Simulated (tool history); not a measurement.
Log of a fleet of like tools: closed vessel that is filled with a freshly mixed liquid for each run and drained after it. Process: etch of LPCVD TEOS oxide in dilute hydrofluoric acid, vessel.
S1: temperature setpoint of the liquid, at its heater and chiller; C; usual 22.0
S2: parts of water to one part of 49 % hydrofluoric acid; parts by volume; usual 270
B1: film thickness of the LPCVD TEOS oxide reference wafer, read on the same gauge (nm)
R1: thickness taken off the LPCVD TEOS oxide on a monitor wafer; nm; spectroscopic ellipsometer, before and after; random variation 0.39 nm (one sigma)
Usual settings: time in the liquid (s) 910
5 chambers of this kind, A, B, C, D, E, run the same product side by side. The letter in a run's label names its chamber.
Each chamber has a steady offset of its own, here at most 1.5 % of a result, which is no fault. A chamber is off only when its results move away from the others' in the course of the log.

run 1D hour=7.0 | S1=22.0 S2=270 time_in_the_liquid_(s)=910 | B1=110.03 | R1=44.270
run 2B hour=13.6 | S1=22.0 S2=270 time_in_the_liquid_(s)=910 | B1=110.02 | R1=43.547
run 3C hour=20.5 | S1=22.0 S2=270 time_in_the_liquid_(s)=910 | B1=109.97 | R1=44.512
run 4A hour=25.4 | S1=22.0 S2=270 time_in_the_liquid_(s)=910 | B1=109.98 | R1=43.983
run 5E hour=31.0 | S1=22.0 S2=270 time_in_the_liquid_(s)=910 | B1=110.01 | R1=44.061
run 6C hour=36.4 | S1=22.0 S2=270 time_in_the_liquid_(s)=910 | B1=109.99 | R1=43.993
run 7B hour=42.3 | S1=22.0 S2=270 time_in_the_liquid_(s)=910 | B1=109.95 | R1=44.547
run 8E hour=50.2 | S1=22.0 S2=270 time_in_the_liquid_(s)=910 | B1=110.01 | R1=44.653
run 9A hour=55.7 | S1=23.5 S2=270 time_in_the_liquid_(s)=560 | B1=110.04 | R1=28.220
run 10D hour=64.0 | S1=23.5 S2=270 time_in_the_liquid_(s)=560 | B1=110.01 | R1=28.784
run 11B hour=68.1 | S1=23.5 S2=270 time_in_the_liquid_(s)=560 | B1=109.98 | R1=28.492
run 12A hour=72.6 | S1=23.5 S2=270 time_in_the_liquid_(s)=560 | B1=110.01 | R1=28.251
run 13C hour=79.5 | S1=23.5 S2=270 time_in_the_liquid_(s)=560 | B1=110.05 | R1=28.427
run 14D hour=83.7 | S1=22.0 S2=270 time_in_the_liquid_(s)=910 | B1=110.00 | R1=44.684
-- hour=85.0 chamber D: hydrofluoric acid flow meter replaced
run 15E hour=90.1 | S1=22.0 S2=270 time_in_the_liquid_(s)=910 | B1=110.00 | R1=44.539
run 16C hour=95.6 | S1=22.0 S2=270 time_in_the_liquid_(s)=910 | B1=110.00 | R1=43.429
run 17A hour=103.2 | S1=22.0 S2=270 time_in_the_liquid_(s)=910 | B1=110.01 | R1=43.486
run 18B hour=109.2 | S1=22.0 S2=270 time_in_the_liquid_(s)=910 | B1=110.03 | R1=42.295
run 19D hour=112.9 | S1=22.0 S2=315 time_in_the_liquid_(s)=910 | B1=110.01 | R1=35.855
run 20E hour=117.8 | S1=22.0 S2=315 time_in_the_liquid_(s)=910 | B1=110.01 | R1=36.089
run 21C hour=124.9 | S1=22.0 S2=315 time_in_the_liquid_(s)=910 | B1=110.00 | R1=35.875
run 22D hour=132.8 | S1=22.0 S2=315 time_in_the_liquid_(s)=910 | B1=109.96 | R1=36.204
run 23E hour=140.5 | S1=22.0 S2=315 time_in_the_liquid_(s)=910 | B1=109.96 | R1=36.698
run 24B hour=147.5 | S1=22.0 S2=270 time_in_the_liquid_(s)=910 | B1=110.03 | R1=40.673
run 25A hour=153.6 | S1=22.0 S2=270 time_in_the_liquid_(s)=910 | B1=109.98 | R1=43.541
run 26B hour=158.6 | S1=22.0 S2=270 time_in_the_liquid_(s)=910 | B1=110.00 | R1=39.725
run 27A hour=164.2 | S1=22.0 S2=270 time_in_the_liquid_(s)=910 | B1=109.99 | R1=44.184
run 28D hour=168.6 | S1=22.0 S2=270 time_in_the_liquid_(s)=910 | B1=110.00 | R1=43.826
run 29C hour=173.7 | S1=22.0 S2=270 time_in_the_liquid_(s)=910 | B1=110.02 | R1=44.068
run 30E hour=178.5 | S1=22.0 S2=270 time_in_the_liquid_(s)=910 | B1=110.02 | R1=44.788

Is one chamber off against the others, does the gauge drift, or is nothing wrong? If a chamber is off, say which, and what the likeliest cause is.

Chamber B drifts away from the others.
Cause: hydrofluoric acid flow below the setpoint (%) = 8.58.
The log may not tell that from: liquid colder than its thermometer reads (K).

Here are 4 candidates for chamber B's next run, each the usual settings with a change, their results left as question marks. Which one brings its results back in line with what the others give on the usual settings?
In line means no further than this from the other chambers' mean on the usual settings: R1 1.400 nm
run 31B-1 hour=184.7 | S1=22.0 S2=295 time_in_the_liquid_(s)=910 | R1=?
run 31B-2 hour=184.7 | S1=22.0 S2=265 time_in_the_liquid_(s)=925 | R1=?
run 31B-3 hour=184.7 | S1=22.5 S2=270 time_in_the_liquid_(s)=1005 | R1=?
run 31B-4 hour=184.7 | S1=22.0 S2=270 time_in_the_liquid_(s)=880 | R1=?

The other chambers' mean on the usual settings: R1 44.075 nm
run=31B-1 R1=34.939
run=31B-2 R1=40.775
run=31B-3 R1=44.018
run=31B-4 R1=37.877
31B-3 brings the chamber back in line.

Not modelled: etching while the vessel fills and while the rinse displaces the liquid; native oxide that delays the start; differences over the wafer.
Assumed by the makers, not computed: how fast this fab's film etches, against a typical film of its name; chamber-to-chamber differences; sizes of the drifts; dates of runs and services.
